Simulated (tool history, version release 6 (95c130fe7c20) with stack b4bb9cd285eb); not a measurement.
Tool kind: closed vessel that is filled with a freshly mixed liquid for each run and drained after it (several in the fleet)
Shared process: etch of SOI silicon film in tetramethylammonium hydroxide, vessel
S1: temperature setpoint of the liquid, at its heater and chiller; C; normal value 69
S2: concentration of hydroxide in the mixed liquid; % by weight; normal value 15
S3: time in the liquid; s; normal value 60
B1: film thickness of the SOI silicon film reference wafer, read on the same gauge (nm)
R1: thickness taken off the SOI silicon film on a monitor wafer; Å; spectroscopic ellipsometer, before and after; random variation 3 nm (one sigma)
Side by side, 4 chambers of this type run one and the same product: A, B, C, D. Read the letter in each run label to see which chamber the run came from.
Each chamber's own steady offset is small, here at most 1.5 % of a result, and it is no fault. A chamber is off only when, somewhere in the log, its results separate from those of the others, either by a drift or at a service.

run   hour    S1    S2  S3      B1      R1
 1A    7.9    69    15  60  79.945    3204
 2C   14.4    69    15  60  80.011  3275.3
 3B   19.3    69    15  60  79.981  3369.4
 4D   28.2    69    15  60  80.006  3340.7
 5B   35.7    69    15  60  79.968  3344.7
 6D     41    69    15  60  79.993  3331.4
      44.7  -- chamber D: hydroxide flow meter replaced
 7C   46.8    69    15  60  80.009  3293.9
 8A   55.2    69    15  60  79.974  3244.1
 9D   60.5    69    15  60  79.956    3287
10C   66.3    69    15  60  80.007  3236.5
11A   73.2    69    15  60  80.032  3197.3
12B     81    69    15  60  80.014  3315.9
13C   89.1    69    15  60  80.014  3224.1
14A     94    69    15  60  80.012  3225.2
15D     99    69    15  60  79.978  3294.8
16B  108.2    69    15  60  80.018  3298.4
17B  115.5    69    15  60   80.02  3309.5
18A  123.7    69    15  60  80.021  3248.8
19D  128.6    69    15  60   80.01    3359
20C  134.2    69    15  60  79.986  3259.2
21C  138.5    69    15  60  80.003  3269.6
22A  144.6    69    15  60  80.004  3302.3
23B    153    69    15  60  80.013  3324.6
24D  159.3    69    15  60  79.999  3334.5
25B  164.9    69  18.5  60  80.001  3078.4
26A  174.2    69  18.5  60  79.983  3197.6
27C  181.9    69  18.5  60  79.998  2984.8
28D  191.5    69  18.5  60  80.026  3136.2
29B  200.8    69    15  60  79.996  3325.3
30C  209.1    69    13  60  79.976    3498
31D  218.6    69    13  60  80.006  3619.5
32A    223    69    13  60  79.976  3728.6
33A  228.7    69    13  60  79.959  3726.1
34B  234.8    69    15  60   79.99  3301.6
35D  243.2    69    15  60  80.021  3321.6
36C    252    69    15  60  80.032  3229.5
37A  259.3    69    15  60  79.998    3613
38B  267.7    69    15  60  80.019  3317.9
39C    275  62.5    12  60  80.006  2414.7
40D  284.4  62.5    12  60      80  2503.3
41C  289.1  62.5    12  60   79.98  2422.2
42B  294.1  62.5    12  60  79.984  2486.9
43D  300.3    69    15  60  80.036  3321.2
44A  305.7    69    15  60  80.001  3694.2

Which is it: a chamber that has drifted or been left off by a service, a gauge drift common to all chambers, or only each chamber's usual small offset? If a chamber is off, name it and its likeliest cause.

It is chamber A that slowly wanders off from its peers.
Most likely cause: liquid hotter than its thermometer reads (K) = 2.25.

Chamber A could run next with any of the 4 candidate recipes listed below; each alters the usual settings, and their results appear as question marks. Which one brings its results back in line with what the other chambers deliver on the usual settings?
Counts as in line when no further than this from what the other chambers average on the usual settings: R1 110 Å
45A-1  312.6    71  15  60       ?
45A-2  312.6  68.5  15  60       ?
45A-3  312.6  69.5  15  60       ?
45A-4  312.6  68.5  15  55       ?

Average result of the remaining chambers running the usual settings: R1 3292.3 Å
  run      R1
45A-1  4173.4
45A-2  3605.7
45A-3  3824.3
45A-4  3305.2
The right change is 45A-4: it brings the chamber back within the allowed miss of the others.
